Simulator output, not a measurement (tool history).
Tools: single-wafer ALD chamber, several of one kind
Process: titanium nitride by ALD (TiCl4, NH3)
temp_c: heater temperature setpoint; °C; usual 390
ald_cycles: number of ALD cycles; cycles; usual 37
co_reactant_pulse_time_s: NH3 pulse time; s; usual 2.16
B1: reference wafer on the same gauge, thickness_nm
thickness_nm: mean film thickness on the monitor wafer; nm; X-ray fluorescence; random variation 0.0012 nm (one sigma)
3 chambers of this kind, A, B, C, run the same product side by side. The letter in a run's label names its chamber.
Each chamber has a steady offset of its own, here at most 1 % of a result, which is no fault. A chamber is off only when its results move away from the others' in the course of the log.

Run 1B, hour 11.3: usual settings; B1 0.86722. Result: thickness_nm 0.80746 nm.
Run 2A, hour 21.5: usual settings; B1 0.86752. Result: thickness_nm 0.81519 nm.
Run 3C, hour 29.8: usual settings; B1 0.86755. Result: thickness_nm 0.80324 nm.
Run 4B, hour 36: usual settings; B1 0.86743. Result: thickness_nm 0.8085 nm.
Run 5A, hour 42.2: usual settings; B1 0.86728. Result: thickness_nm 0.81526 nm.
Run 6C, hour 51: usual settings; B1 0.86779. Result: thickness_nm 0.80654 nm.
Run 7B, hour 60.5: usual settings but co_reactant_pulse_time_s 2.81 s; B1 0.8678. Result: thickness_nm 0.81997 nm.
Run 8A, hour 71.1: usual settings but co_reactant_pulse_time_s 2.81 s; B1 0.86816. Result: thickness_nm 0.82285 nm.
Run 9C, hour 79.1: usual settings but co_reactant_pulse_time_s 2.81 s; B1 0.86805. Result: thickness_nm 0.81365 nm.
Run 10A, hour 86.9: usual settings; B1 0.86817. Result: thickness_nm 0.81479 nm.
Run 11B, hour 98.5: usual settings; B1 0.86873. Result: thickness_nm 0.81119 nm.
Run 12C, hour 105.4: usual settings; B1 0.86812. Result: thickness_nm 0.80416 nm.
Run 13A, hour 113.5: usual settings; B1 0.86876. Result: thickness_nm 0.81969 nm.
Run 14B, hour 121.3: usual settings but co_reactant_pulse_time_s 1.33 s; B1 0.86887. Result: thickness_nm 0.79087 nm.
Run 15C, hour 129.6: usual settings but co_reactant_pulse_time_s 1.33 s; B1 0.86894. Result: thickness_nm 0.78566 nm.
Run 16C, hour 136.2: usual settings but co_reactant_pulse_time_s 1.33 s; B1 0.8689. Result: thickness_nm 0.78568 nm.
Run 17B, hour 146.1: usual settings; B1 0.86934. Result: thickness_nm 0.81103 nm.
Run 18A, hour 153.3: usual settings; B1 0.86958. Result: thickness_nm 0.81687 nm.
Run 19A, hour 162.2: usual settings but ald_cycles 43 cycles, co_reactant_pulse_time_s 2.6 s; B1 0.86929. Result: thickness_nm 0.95908 nm.
Run 20C, hour 170: usual settings but ald_cycles 43 cycles, co_reactant_pulse_time_s 2.6 s; B1 0.86961. Result: thickness_nm 0.94119 nm.
Run 21B, hour 178: usual settings but ald_cycles 43 cycles, co_reactant_pulse_time_s 2.6 s; B1 0.8698. Result: thickness_nm 0.95082 nm.
Run 22A, hour 190.2: usual settings; B1 0.86997. Result: thickness_nm 0.81874 nm.
Run 23B, hour 199.1: usual settings but temp_c 400 °C, ald_cycles 40 cycles; B1 0.86988. Result: thickness_nm 0.88389 nm.
Run 24C, hour 206.3: usual settings but temp_c 400 °C, ald_cycles 40 cycles; B1 0.86989. Result: thickness_nm 0.87875 nm.
Run 25C, hour 214.5: usual settings but temp_c 400 °C, ald_cycles 40 cycles; B1 0.87019. Result: thickness_nm 0.88081 nm.
Run 26A, hour 222.2: usual settings; B1 0.87021. Result: thickness_nm 0.81859 nm.
Run 27B, hour 234.4: usual settings; B1 0.87071. Result: thickness_nm 0.81432 nm.
Run 28B, hour 242.6: usual settings; B1 0.87035. Result: thickness_nm 0.81032 nm.
Run 29C, hour 253.3: usual settings; B1 0.87083. Result: thickness_nm 0.80699 nm.
Run 30A, hour 260: usual settings; B1 0.87112. Result: thickness_nm 0.81805 nm.
Run 31B, hour 268.2: usual settings; B1 0.87128. Result: thickness_nm 0.8112 nm.
Run 32A, hour 280: usual settings; B1 0.87137. Result: thickness_nm 0.81797 nm.
Run 33C, hour 287.1: usual settings; B1 0.87128. Result: thickness_nm 0.80597 nm.
Run 34C, hour 298.9: usual settings; B1 0.87173. Result: thickness_nm 0.80612 nm.
Run 35B, hour 304.2: usual settings; B1 0.87119. Result: thickness_nm 0.8145 nm.
Run 36A, hour 310.5: usual settings; B1 0.87167. Result: thickness_nm 0.81941 nm.
Run 37A, hour 320.9: usual settings; B1 0.87143. Result: thickness_nm 0.81912 nm.
Run 38B, hour 327: usual settings; B1 0.87212. Result: thickness_nm 0.81319 nm.
Run 39C, hour 335.4: usual settings; B1 0.87218. Result: thickness_nm 0.80909 nm.
Run 40A, hour 347.1: usual settings; B1 0.87213. Result: thickness_nm 0.818 nm.

Is one chamber off against the others, does the gauge drift, or is nothing wrong? If a chamber is off, say which, and what the likeliest cause is.

The gauge drifts, so all chambers seem to drift together. No chamber is off.
Cause: gauge reads high (%) = 0.613.

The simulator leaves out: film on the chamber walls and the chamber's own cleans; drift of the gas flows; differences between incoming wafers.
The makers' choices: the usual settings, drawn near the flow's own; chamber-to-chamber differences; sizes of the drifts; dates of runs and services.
